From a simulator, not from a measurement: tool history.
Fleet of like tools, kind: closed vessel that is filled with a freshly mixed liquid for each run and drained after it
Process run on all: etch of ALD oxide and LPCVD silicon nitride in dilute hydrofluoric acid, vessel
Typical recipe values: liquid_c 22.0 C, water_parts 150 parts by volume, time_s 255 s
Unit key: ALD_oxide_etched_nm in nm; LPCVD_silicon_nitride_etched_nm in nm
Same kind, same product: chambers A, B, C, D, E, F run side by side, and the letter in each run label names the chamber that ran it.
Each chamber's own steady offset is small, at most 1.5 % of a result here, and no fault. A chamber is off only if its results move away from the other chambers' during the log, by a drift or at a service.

run   hour  liquid_c  water_parts  time_s  hours since the thermometer was replaced  hours since the hydrofluoric acid flow meter was replaced  read-back film thickness of the ALD oxide reference wafer, read on the same gauge (nm)  read-back film thickness of the LPCVD silicon nitride reference wafer, read on the same gauge (nm)  ALD_oxide_etched_nm  LPCVD_silicon_nitride_etched_nm
 1D    5.7      22.0          150     255                                     145.5                                                      139.6                                                                                  70.008                                                                                              150.00               20.480                          0.66723
 2B   11.5      22.0          150     255                                    1130.7                                                      347.9                                                                                  69.998                                                                                              149.98               20.449                          0.71206
 3A   21.8      22.0          150     255                                     416.6                                                      366.0                                                                                  69.980                                                                                              149.98               20.722                          0.71571
 4E   27.6      22.0          150     255                                    1488.9                                                      668.9                                                                                  70.006                                                                                              149.98               20.441                          0.62713
 5F   37.3      22.0          220     320                                     123.1                                                       67.5                                                                                  69.989                                                                                              150.00               16.249                          0.61502
 6C   46.5      22.0          220     320                                    1832.0                                                      987.2                                                                                  69.982                                                                                              149.98               16.120                          0.58919
 7F   57.7      22.0          220     320                                     143.5                                                       87.9                                                                                  70.010                                                                                              150.03               16.364                          0.53758
 8B   66.4      22.0          220     320                                    1185.6                                                      402.8                                                                                  70.012                                                                                              149.99               16.040                          0.59659
 9D   76.1      22.0          220     320                                     215.9                                                      210.0                                                                                  69.982                                                                                              150.00               16.236                          0.53839
10C   83.0      22.0          220     320                                    1868.5                                                     1023.7                                                                                  70.008                                                                                              150.03               15.788                          0.53952
11E   93.5      22.0          150     255                                    1554.8                                                      734.8                                                                                  70.004                                                                                              150.00               20.189                          0.67167
12A  104.0      22.0          150     255                                     498.8                                                      448.2                                                                                  70.002                                                                                              149.98               20.445                          0.72186
13E  111.0      25.5          150     255                                    1572.3                                                      752.3                                                                                  69.977                                                                                              150.00               23.458                          0.83004
14A  120.3      25.5          150     255                                     515.1                                                      464.5                                                                                  69.991                                                                                              150.02               23.252                          0.79815
15C  128.4      25.5          150     255                                    1913.9                                                     1069.1                                                                                  70.004                                                                                              150.01               23.636                          0.76845
16B  135.9      25.5          150     255                                    1255.1                                                      472.3                                                                                  70.021                                                                                              150.00               23.334                          0.82670
17F  144.8      25.5          150     255                                     230.6                                                      175.0                                                                                  70.009                                                                                              149.99               23.191                          0.83489
18D  154.5      25.5          150     255                                     294.3                                                      288.4                                                                                  70.008                                                                                              150.00               23.480                          0.90753
19D  166.0      18.5          215     255                                     305.8                                                      299.9                                                                                  70.012                                                                                              150.02               11.768                          0.38949
20F  176.8      18.5          215     255                                     262.6                                                      207.0                                                                                  69.984                                                                                              150.01               11.717                          0.33998
21B  187.5      18.5          215     255                                    1306.7                                                      523.9                                                                                  70.009                                                                                              149.98               11.511                          0.35534
22E  196.9      18.5          215     255                                    1658.2                                                      838.2                                                                                  69.980                                                                                              149.94               11.231                          0.33245
23C  205.2      18.5          215     255                                    1990.7                                                     1145.9                                                                                  70.001                                                                                              150.00               11.570                          0.34405
24A  215.3      18.5          215     255                                     610.1                                                      559.5                                                                                  70.010                                                                                              149.98               11.718                          0.35902
25B  226.8      22.0          150     185                                    1346.0                                                      563.2                                                                                  70.039                                                                                              150.00               14.876                          0.45293
26F  236.5      22.0          150     185                                     322.3                                                      266.7                                                                                  69.972                                                                                              149.98               14.962                          0.48717
27E  243.3      22.0          150     185                                    1704.6                                                      884.6                                                                                  70.001                                                                                              150.01               13.937                          0.42861
28A  250.0      22.0          150     185                                     644.8                                                      594.2                                                                                  69.991                                                                                              149.93               15.016                          0.48912
29C  256.9      22.0          150     185                                    2042.4                                                     1197.6                                                                                  70.016                                                                                              149.99               14.541                          0.45888
     261.7  -- chamber B: thermometer replaced
30D  265.1      22.0          150     185                                     404.9                                                      399.0                                                                                  69.990                                                                                              149.98               15.016                          0.44080
31B  272.9      22.0          150     255                                      11.3                                                      609.3                                                                                  70.014                                                                                              150.00               20.425                          0.64965
32A  280.5      22.0          150     255                                     675.3                                                      624.7                                                                                  69.990                                                                                              149.99               20.538                          0.64513
33C  289.2      22.0          150     255                                    2074.7                                                     1229.9                                                                                  70.014                                                                                              149.99               20.335                          0.67592
34F  300.1      22.0          150     255                                     385.9                                                      330.3                                                                                  70.001                                                                                              150.02               20.314                          0.76438
35D  306.3      22.0          150     255                                     446.1                                                      440.2                                                                                  69.983                                                                                              149.98               20.504                          0.64731
36E  314.1      22.0          150     255                                    1775.4                                                      955.4                                                                                  70.005                                                                                              149.98               18.437                          0.60204
37A  321.6      22.0          150     255                                     716.4                                                      665.8                                                                                  70.021                                                                                              149.96               20.377                          0.64590

Has any chamber moved away from the others, gradually or after a service, or does the common gauge drift, or do the chambers differ only by their own small steady offsets? State the chamber and the most likely cause if one applies.

Little by little, chamber E moves away from the other chambers.
Most likely cause: hydrofluoric acid flow below the setpoint (%) = 9.2.

Chamber E could run next with any of the 4 candidate recipes listed below; each alters the usual settings, and their results appear as question marks. Which one brings its results back in line with what the other chambers deliver on the usual settings?
In line here means within this much of the mean the other chambers give on the usual settings: ALD_oxide_etched_nm 0.630 nm; LPCVD_silicon_nitride_etched_nm 0.12000 nm
38E-1  329.8      21.5          155     240                                                                                                                                                                                                                                                                                                                     ?                                ?
38E-2  329.8      22.0          145     260                                                                                                                                                                                                                                                                                                                     ?                                ?
38E-3  329.8      22.0          155     250                                                                                                                                                                                                                                                                                                                     ?                                ?
38E-4  329.8      22.5          145     270                                                                                                                                                                                                                                                                                                                     ?                                ?

The mean the other chambers reach with the usual settings: ALD_oxide_etched_nm 20.409 nm; LPCVD_silicon_nitride_etched_nm 0.65940 nm
  run  ALD_oxide_etched_nm  LPCVD_silicon_nitride_etched_nm
38E-1               16.240                          0.51409
38E-2               19.413                          0.61486
38E-3               17.254                          0.55367
38E-4               20.554                          0.65973
38E-4 is the one that brings the chamber's results back in line with the other chambers.
